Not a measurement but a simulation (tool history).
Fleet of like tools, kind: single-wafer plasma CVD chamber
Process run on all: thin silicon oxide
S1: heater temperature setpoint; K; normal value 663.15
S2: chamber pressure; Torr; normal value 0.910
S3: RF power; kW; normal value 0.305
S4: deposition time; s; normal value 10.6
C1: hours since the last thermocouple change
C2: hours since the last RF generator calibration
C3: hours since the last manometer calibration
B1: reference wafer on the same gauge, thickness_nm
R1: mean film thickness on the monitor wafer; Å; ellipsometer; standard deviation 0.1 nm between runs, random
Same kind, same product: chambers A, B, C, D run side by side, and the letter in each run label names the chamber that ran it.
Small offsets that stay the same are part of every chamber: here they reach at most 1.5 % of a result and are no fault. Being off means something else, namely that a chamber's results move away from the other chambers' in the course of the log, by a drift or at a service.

run 1A hour=8.9 | S1=663.15 S2=0.910 S3=0.305 S4=10.6 | C1=1392.2 C2=980.0 C3=905.4 | B1=20.294 | R1=221.04
run 2C hour=16.9 | S1=663.15 S2=0.910 S3=0.305 S4=10.6 | C1=2400.4 C2=2139.3 C3=1305.4 | B1=20.294 | R1=221.21
run 3B hour=23.6 | S1=663.15 S2=0.910 S3=0.305 S4=10.6 | C1=86.7 C2=1062.7 C3=2214.0 | B1=20.302 | R1=217.53
run 4D hour=32.2 | S1=663.15 S2=0.910 S3=0.305 S4=10.6 | C1=1225.7 C2=401.8 C3=1067.1 | B1=20.299 | R1=221.73
run 5B hour=41.1 | S1=663.15 S2=0.910 S3=0.305 S4=10.6 | C1=104.2 C2=1080.2 C3=2231.5 | B1=20.270 | R1=217.27
run 6A hour=46.3 | S1=663.15 S2=0.693 S3=0.345 S4=10.6 | C1=1429.6 C2=1017.4 C3=942.8 | B1=20.312 | R1=180.47
run 7C hour=54.2 | S1=663.15 S2=0.693 S3=0.345 S4=10.6 | C1=2437.7 C2=2176.6 C3=1342.7 | B1=20.304 | R1=180.67
run 8D hour=59.2 | S1=663.15 S2=0.693 S3=0.345 S4=10.6 | C1=1252.7 C2=428.8 C3=1094.1 | B1=20.303 | R1=180.46
run 9B hour=64.0 | S1=663.15 S2=0.693 S3=0.345 S4=10.6 | C1=127.1 C2=1103.1 C3=2254.4 | B1=20.313 | R1=177.72
run 10D hour=72.6 | S1=663.15 S2=0.910 S3=0.305 S4=10.6 | C1=1266.1 C2=442.2 C3=1107.5 | B1=20.309 | R1=220.82
run 11A hour=78.9 | S1=663.15 S2=0.910 S3=0.305 S4=10.6 | C1=1462.2 C2=1050.0 C3=975.4 | B1=20.283 | R1=221.15
-- hour=80.2 chamber C: capacitance manometer re-zeroed and calibrated
run 12C hour=88.7 | S1=663.15 S2=0.910 S3=0.305 S4=10.6 | C1=2472.2 C2=2211.1 C3=8.6 | B1=20.296 | R1=218.43
run 13D hour=96.3 | S1=663.15 S2=0.910 S3=0.305 S4=10.6 | C1=1289.8 C2=465.9 C3=1131.2 | B1=20.274 | R1=220.83
run 14B hour=104.0 | S1=663.15 S2=0.910 S3=0.305 S4=10.6 | C1=167.1 C2=1143.1 C3=2294.4 | B1=20.301 | R1=218.35
run 15A hour=113.2 | S1=673.15 S2=0.910 S3=0.305 S4=10.6 | C1=1496.5 C2=1084.3 C3=1009.7 | B1=20.297 | R1=218.60
run 16C hour=122.6 | S1=673.15 S2=0.910 S3=0.305 S4=10.6 | C1=2506.1 C2=2245.0 C3=42.5 | B1=20.300 | R1=220.39
-- hour=129.7 chamber C: RF generator calibrated
run 17B hour=130.2 | S1=673.15 S2=0.910 S3=0.305 S4=10.6 | C1=193.3 C2=1169.3 C3=2320.6 | B1=20.296 | R1=215.86
run 18A hour=139.8 | S1=673.15 S2=0.910 S3=0.305 S4=10.6 | C1=1523.1 C2=1110.9 C3=1036.3 | B1=20.301 | R1=219.39
run 19D hour=148.3 | S1=663.15 S2=0.723 S3=0.350 S4=10.6 | C1=1341.8 C2=517.9 C3=1183.2 | B1=20.274 | R1=189.20
run 20C hour=158.1 | S1=663.15 S2=0.723 S3=0.350 S4=10.6 | C1=2541.6 C2=28.4 C3=78.0 | B1=20.314 | R1=187.95
run 21A hour=165.6 | S1=663.15 S2=0.723 S3=0.350 S4=10.6 | C1=1548.9 C2=1136.7 C3=1062.1 | B1=20.279 | R1=188.39
-- hour=171.4 chamber B: capacitance manometer re-zeroed and calibrated
run 22D hour=173.0 | S1=663.15 S2=0.723 S3=0.350 S4=10.6 | C1=1366.5 C2=542.6 C3=1207.9 | B1=20.310 | R1=190.93
-- hour=177.6 chamber D: thermocouple changed; heater temperature recalibrated
run 23C hour=181.4 | S1=663.15 S2=1.052 S3=0.305 S4=11.9 | C1=2564.9 C2=51.7 C3=101.3 | B1=20.278 | R1=276.65
-- hour=186.4 chamber B: RF generator calibrated
run 24B hour=191.1 | S1=663.15 S2=1.052 S3=0.305 S4=11.9 | C1=254.2 C2=4.8 C3=19.7 | B1=20.300 | R1=272.80
-- hour=200.1 chamber A: RF generator calibrated
run 25D hour=200.2 | S1=663.15 S2=1.052 S3=0.305 S4=11.9 | C1=22.6 C2=569.8 C3=1235.1 | B1=20.302 | R1=278.78
run 26A hour=207.8 | S1=663.15 S2=1.052 S3=0.305 S4=11.9 | C1=1591.1 C2=7.7 C3=1104.3 | B1=20.285 | R1=274.94
run 27C hour=216.5 | S1=672.15 S2=0.910 S3=0.275 S4=10.6 | C1=2600.0 C2=86.8 C3=136.4 | B1=20.299 | R1=211.90
run 28B hour=223.0 | S1=672.15 S2=0.910 S3=0.275 S4=10.6 | C1=286.1 C2=36.7 C3=51.6 | B1=20.303 | R1=207.41
run 29A hour=230.6 | S1=672.15 S2=0.910 S3=0.275 S4=10.6 | C1=1613.9 C2=30.5 C3=1127.1 | B1=20.314 | R1=211.87
run 30D hour=235.9 | S1=672.15 S2=0.910 S3=0.275 S4=10.6 | C1=58.3 C2=605.5 C3=1270.8 | B1=20.290 | R1=212.06
run 31C hour=242.0 | S1=663.15 S2=0.910 S3=0.360 S4=10.6 | C1=2625.5 C2=112.3 C3=161.9 | B1=20.305 | R1=235.26
run 32B hour=246.9 | S1=663.15 S2=0.910 S3=0.360 S4=10.6 | C1=310.0 C2=60.6 C3=75.5 | B1=20.301 | R1=231.45
run 33A hour=251.9 | S1=663.15 S2=0.910 S3=0.360 S4=10.6 | C1=1635.2 C2=51.8 C3=1148.4 | B1=20.267 | R1=237.35

Next, every chamber runs the same settings. What will each give?
run 34A hour=259.2 | S1=663.15 S2=0.910 S3=0.305 S4=10.6 | R1=?
run 34B hour=259.2 | S1=663.15 S2=0.910 S3=0.305 S4=10.6 | R1=?
run 34C hour=259.2 | S1=663.15 S2=0.910 S3=0.305 S4=10.6 | R1=?
run 34D hour=259.2 | S1=663.15 S2=0.910 S3=0.305 S4=10.6 | R1=?

run=34A R1=222.42
run=34B R1=217.71
run=34C R1=221.87
run=34D R1=221.16

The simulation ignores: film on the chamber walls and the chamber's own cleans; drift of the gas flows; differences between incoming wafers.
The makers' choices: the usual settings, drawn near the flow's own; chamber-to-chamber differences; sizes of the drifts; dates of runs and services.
